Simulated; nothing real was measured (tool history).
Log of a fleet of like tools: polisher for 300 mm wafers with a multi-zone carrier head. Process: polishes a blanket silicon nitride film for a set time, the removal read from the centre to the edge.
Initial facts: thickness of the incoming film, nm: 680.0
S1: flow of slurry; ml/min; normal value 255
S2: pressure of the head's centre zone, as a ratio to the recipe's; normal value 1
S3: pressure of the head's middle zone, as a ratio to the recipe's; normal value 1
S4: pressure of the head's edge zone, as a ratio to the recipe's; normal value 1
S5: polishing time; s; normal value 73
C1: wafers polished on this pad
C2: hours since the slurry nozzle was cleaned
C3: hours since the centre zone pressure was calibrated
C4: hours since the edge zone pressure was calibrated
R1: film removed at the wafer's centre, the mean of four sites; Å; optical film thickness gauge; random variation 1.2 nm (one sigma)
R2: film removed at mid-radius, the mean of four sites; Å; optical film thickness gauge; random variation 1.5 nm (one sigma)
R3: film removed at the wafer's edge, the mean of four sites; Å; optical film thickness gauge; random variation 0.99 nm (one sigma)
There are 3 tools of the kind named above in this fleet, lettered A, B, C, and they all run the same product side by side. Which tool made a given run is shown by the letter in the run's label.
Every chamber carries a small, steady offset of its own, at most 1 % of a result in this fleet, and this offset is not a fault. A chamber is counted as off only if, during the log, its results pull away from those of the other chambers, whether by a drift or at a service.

run,hour,S1,S2,S3,S4,S5,C1,C2,C3,C4,R1,R2,R3
1B,4.7,255,1,1,1,73,259,296.4,126.1,424.9,1154,1147.6,1144.8
2A,13.1,255,1,1,1,73,231,370,672.5,83,1147.6,1168.5,1154.9
3C,22.4,255,1,1,1,73,443,189.5,659.7,961.9,1147.1,1163.2,1145.8
4A,31.3,255,1,1,1,73,355,388.2,690.7,101.2,1133.9,1172.5,1137
5B,39.1,255,1,1,1,73,494,330.8,160.5,459.3,1145.3,1167.7,1134.6
6C,46.2,255,1,1,1,73,605,213.3,683.5,985.7,1151.3,1142.6,1155.6
# hour 52.5: chamber C: worn pad replaced by a new one
# hour 52.7: chamber A: worn pad replaced by a new one
7C,54.4,255,1,1,1,73,13,221.5,691.7,993.9,1133.3,1153.3,1143.8
# hour 56.4: chamber B: worn pad replaced by a new one
8B,58.7,255,1,1,1,73,16,350.4,180.1,478.9,1157.2,1172.8,1159.9
9A,65.1,255,1,1,1,73,85,422,724.5,135,1151.8,1147.4,1163.7
10A,70.5,255,1,1,1,73,121,427.4,729.9,140.4,1142.5,1145.1,1158.5
11C,79.1,255,1,1,1,73,181,246.2,716.4,1018.6,1117.9,1149.7,1146.3
12B,87.7,255,1,1,1,73,214,379.4,209.1,507.9,1164.3,1149.3,1152
# hour 87.9: chamber B: slurry nozzle cleaned
13A,96.6,255,1,1,1,73,300,453.5,756,166.5,1157.6,1184.8,1154.8
14B,101.9,325,1,1.1,1,73,311,14.1,223.3,522.1,1178,1294,1171.2
# hour 108.5: chamber C: centre zone pressure recalibrated
15C,110.4,325,1,1.1,1,73,395,277.5,2,1049.9,1194.5,1302.2,1173.8
16A,118.6,325,1,1.1,1,73,450,475.5,778,188.5,1182.9,1314.5,1190.4
17B,124.1,255,1,1,1,73,462,36.3,245.5,544.3,1141.8,1142.9,1130
# hour 128.5: chamber A: worn pad replaced by a new one
# hour 130.6: chamber B: worn pad replaced by a new one
18C,131.2,255,1,0.91,1,73,537,298.3,22.8,1070.7,1143.9,1049.4,1149.3
19B,139.1,255,1,0.91,1,73,58,51.3,260.5,559.3,1130,1068.7,1156.3
# hour 143.3: chamber C: worn pad replaced by a new one
20A,143.5,255,1,0.91,1,73,102,500.4,802.9,213.4,1138.4,1087.1,1152.6
# hour 145.1: chamber C: slurry nozzle cleaned
21C,147.5,255,1,1,1,73,28,2.4,39.1,1087,1139.7,1155.1,1149.5
22C,154.1,255,1,1,1,73,74,9,45.7,1093.6,1159.4,1144.2,1167.5
23B,160,255,1,1,1,73,201,72.2,281.4,580.2,1154.5,1179.6,1145.3
24A,166.9,255,1,1,1,73,262,523.8,826.3,236.8,1125.3,1163.8,1139.8
25A,172.9,255,1,1,1,73,303,529.8,832.3,242.8,1157.7,1187,1149.2
26C,182,255,1.08,1,1,50,264,36.9,73.6,1121.5,845.22,778.32,783.38
27B,186.5,255,1.08,1,1,50,381,98.7,307.9,606.7,849.66,778.99,770.92
28C,192.6,255,1.08,1,1,50,336,47.5,84.2,1132.1,847.6,775.45,796.8
29B,201.5,255,1,1,1,73,484,113.7,322.9,621.7,1148.5,1158.5,1160.5
30A,205.8,255,1,1,1,73,528,562.7,865.2,275.7,1148.7,1180.8,1161.9
# hour 206.7: chamber B: worn pad replaced by a new one
# hour 207.9: chamber A: worn pad replaced by a new one
31A,212.1,255,1,1,1,73,29,569,871.5,282,1168.7,1142.7,1151.8
32B,216.4,255,1,1,1,73,66,128.6,337.8,636.6,1154.6,1167.3,1155.4
33C,222.8,255,1,1,1,73,543,77.7,114.4,1162.3,1107.8,1159.7,1136.8
34C,227.1,255,1,1,1,73,572,82,118.7,1166.6,1147.7,1120.8,1172.2
35A,233.9,255,1,1,1,73,177,590.8,893.3,303.8,1163.4,1176,1161.1
36B,242.8,255,1,1,1,73,247,155,364.2,663,1155.2,1164.5,1151.9
# hour 248.2: chamber C: worn pad replaced by a new one
37A,249,290,1,1,1,73,281,605.9,908.4,318.9,1172.1,1158.5,1183.6
38B,254,290,1,1,1,73,323,166.2,375.4,674.2,1174,1168.5,1168.5
39C,262,290,1,1,1,73,94,116.9,153.6,1201.5,1151.5,1200,1168.4
40A,267.5,255,1,1,1.06,89,407,624.4,926.9,337.4,1398.4,1438.8,1437.6
41C,273.2,255,1,1,1.06,89,170,128.1,164.8,1212.7,1401.7,1385.1,1453.5
42B,282.2,255,1,1,1.06,89,516,194.4,403.6,702.4,1420.9,1418.5,1436.1
43A,286.7,190,1,0.96,1,73,538,643.6,946.1,356.6,1114.2,1101.3,1104.2
44B,290.8,190,1,0.96,1,73,574,203,412.2,711,1114.7,1068.1,1106.2

Is one chamber out of step, is the gauge drifting, or do the chambers differ by no more than their own small offsets? For an off chamber, give its letter and the likeliest cause.

No chamber stands off beyond its own small offset, and the gauge holds steady.
